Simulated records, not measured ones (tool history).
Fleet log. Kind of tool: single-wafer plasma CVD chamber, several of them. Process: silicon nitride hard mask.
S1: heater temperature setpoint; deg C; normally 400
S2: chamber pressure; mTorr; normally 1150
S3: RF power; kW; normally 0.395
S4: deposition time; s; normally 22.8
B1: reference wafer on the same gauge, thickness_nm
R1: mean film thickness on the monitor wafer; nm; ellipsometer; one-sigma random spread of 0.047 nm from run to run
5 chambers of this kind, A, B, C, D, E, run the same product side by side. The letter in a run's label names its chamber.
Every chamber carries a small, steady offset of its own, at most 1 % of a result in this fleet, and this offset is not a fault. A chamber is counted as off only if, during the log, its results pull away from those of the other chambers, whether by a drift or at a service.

run 1C hour=3.8 | S1=400 S2=1150 S3=0.395 S4=22.8 | B1=32.616 | R1=28.186
run 2A hour=8.4 | S1=400 S2=1150 S3=0.395 S4=22.8 | B1=32.588 | R1=28.253
run 3E hour=13.0 | S1=400 S2=1150 S3=0.395 S4=22.8 | B1=32.566 | R1=28.498
-- hour=14.8 chamber C: RF generator calibrated
run 4D hour=17.3 | S1=400 S2=1150 S3=0.395 S4=22.8 | B1=32.576 | R1=28.274
run 5B hour=20.2 | S1=400 S2=1150 S3=0.395 S4=22.8 | B1=32.584 | R1=28.222
run 6C hour=23.2 | S1=400 S2=1150 S3=0.395 S4=22.8 | B1=32.556 | R1=28.159
run 7D hour=26.7 | S1=400 S2=1150 S3=0.395 S4=25.7 | B1=32.555 | R1=31.982
run 8B hour=31.0 | S1=400 S2=1150 S3=0.395 S4=25.7 | B1=32.541 | R1=31.782
run 9A hour=34.9 | S1=400 S2=1150 S3=0.395 S4=25.7 | B1=32.543 | R1=31.697
run 10E hour=39.3 | S1=400 S2=1150 S3=0.395 S4=25.7 | B1=32.544 | R1=32.227
run 11C hour=42.0 | S1=400 S2=1150 S3=0.395 S4=25.7 | B1=32.531 | R1=31.601
run 12D hour=45.1 | S1=400 S2=1150 S3=0.395 S4=22.8 | B1=32.520 | R1=28.365
run 13B hour=47.5 | S1=400 S2=960 S3=0.395 S4=22.8 | B1=32.515 | R1=26.622
run 14E hour=51.1 | S1=400 S2=960 S3=0.395 S4=22.8 | B1=32.532 | R1=26.749
run 15A hour=55.5 | S1=400 S2=960 S3=0.395 S4=22.8 | B1=32.515 | R1=26.473
run 16E hour=58.3 | S1=400 S2=960 S3=0.395 S4=22.8 | B1=32.511 | R1=26.711
run 17B hour=60.5 | S1=400 S2=960 S3=0.395 S4=22.8 | B1=32.500 | R1=26.555
run 18C hour=62.8 | S1=400 S2=1150 S3=0.395 S4=22.8 | B1=32.497 | R1=28.112
run 19A hour=65.9 | S1=400 S2=1150 S3=0.395 S4=22.8 | B1=32.485 | R1=28.196
run 20D hour=68.5 | S1=400 S2=1150 S3=0.395 S4=22.8 | B1=32.490 | R1=28.276
run 21C hour=71.5 | S1=400 S2=1150 S3=0.395 S4=22.8 | B1=32.497 | R1=28.073
run 22B hour=76.2 | S1=400 S2=1150 S3=0.395 S4=22.8 | B1=32.464 | R1=28.170
run 23A hour=80.7 | S1=400 S2=1150 S3=0.395 S4=22.8 | B1=32.464 | R1=28.219
run 24E hour=83.4 | S1=400 S2=1150 S3=0.395 S4=22.8 | B1=32.481 | R1=28.493
run 25D hour=86.8 | S1=400 S2=1150 S3=0.395 S4=22.8 | B1=32.460 | R1=28.278
run 26D hour=89.7 | S1=400 S2=1150 S3=0.395 S4=22.8 | B1=32.472 | R1=28.250
run 27E hour=93.5 | S1=400 S2=1150 S3=0.395 S4=22.8 | B1=32.460 | R1=28.477
run 28B hour=96.8 | S1=400 S2=1150 S3=0.395 S4=22.8 | B1=32.459 | R1=28.138
run 29C hour=100.7 | S1=400 S2=1150 S3=0.395 S4=22.8 | B1=32.440 | R1=27.997
-- hour=102.6 chamber E: RF generator calibrated
run 30A hour=104.0 | S1=400 S2=1310 S3=0.395 S4=19.7 | B1=32.453 | R1=25.285
run 31D hour=107.1 | S1=400 S2=1310 S3=0.395 S4=19.7 | B1=32.434 | R1=25.429
run 32B hour=110.7 | S1=400 S2=1310 S3=0.395 S4=19.7 | B1=32.419 | R1=25.345
run 33A hour=113.3 | S1=400 S2=1310 S3=0.395 S4=19.7 | B1=32.427 | R1=25.286
run 34E hour=116.4 | S1=400 S2=1310 S3=0.395 S4=19.7 | B1=32.405 | R1=25.605
run 35C hour=120.8 | S1=400 S2=1150 S3=0.395 S4=22.8 | B1=32.413 | R1=28.000
run 36B hour=123.3 | S1=400 S2=1150 S3=0.465 S4=22.8 | B1=32.411 | R1=30.820
run 37D hour=126.0 | S1=400 S2=1150 S3=0.465 S4=22.8 | B1=32.406 | R1=31.026
run 38C hour=128.4 | S1=400 S2=1150 S3=0.465 S4=22.8 | B1=32.396 | R1=30.803
run 39E hour=131.9 | S1=400 S2=1150 S3=0.465 S4=22.8 | B1=32.390 | R1=31.161
run 40A hour=134.1 | S1=400 S2=1150 S3=0.465 S4=22.8 | B1=32.387 | R1=30.760
-- hour=134.9 chamber E: capacitance manometer re-zeroed and calibrated
run 41E hour=136.5 | S1=400 S2=1150 S3=0.395 S4=22.8 | B1=32.380 | R1=28.415

For the next run the whole fleet of 5 chambers uses the same settings. Give each chamber's results:
run 42A hour=139.8 | S1=400 S2=1150 S3=0.470 S4=22.8 | R1=?
run 42B hour=139.8 | S1=400 S2=1150 S3=0.470 S4=22.8 | R1=?
run 42C hour=139.8 | S1=400 S2=1150 S3=0.470 S4=22.8 | R1=?
run 42D hour=139.8 | S1=400 S2=1150 S3=0.470 S4=22.8 | R1=?
run 42E hour=139.8 | S1=400 S2=1150 S3=0.470 S4=22.8 | R1=?

run=42A R1=31.026
run=42B R1=30.963
run=42C R1=31.057
run=42D R1=31.147
run=42E R1=31.341
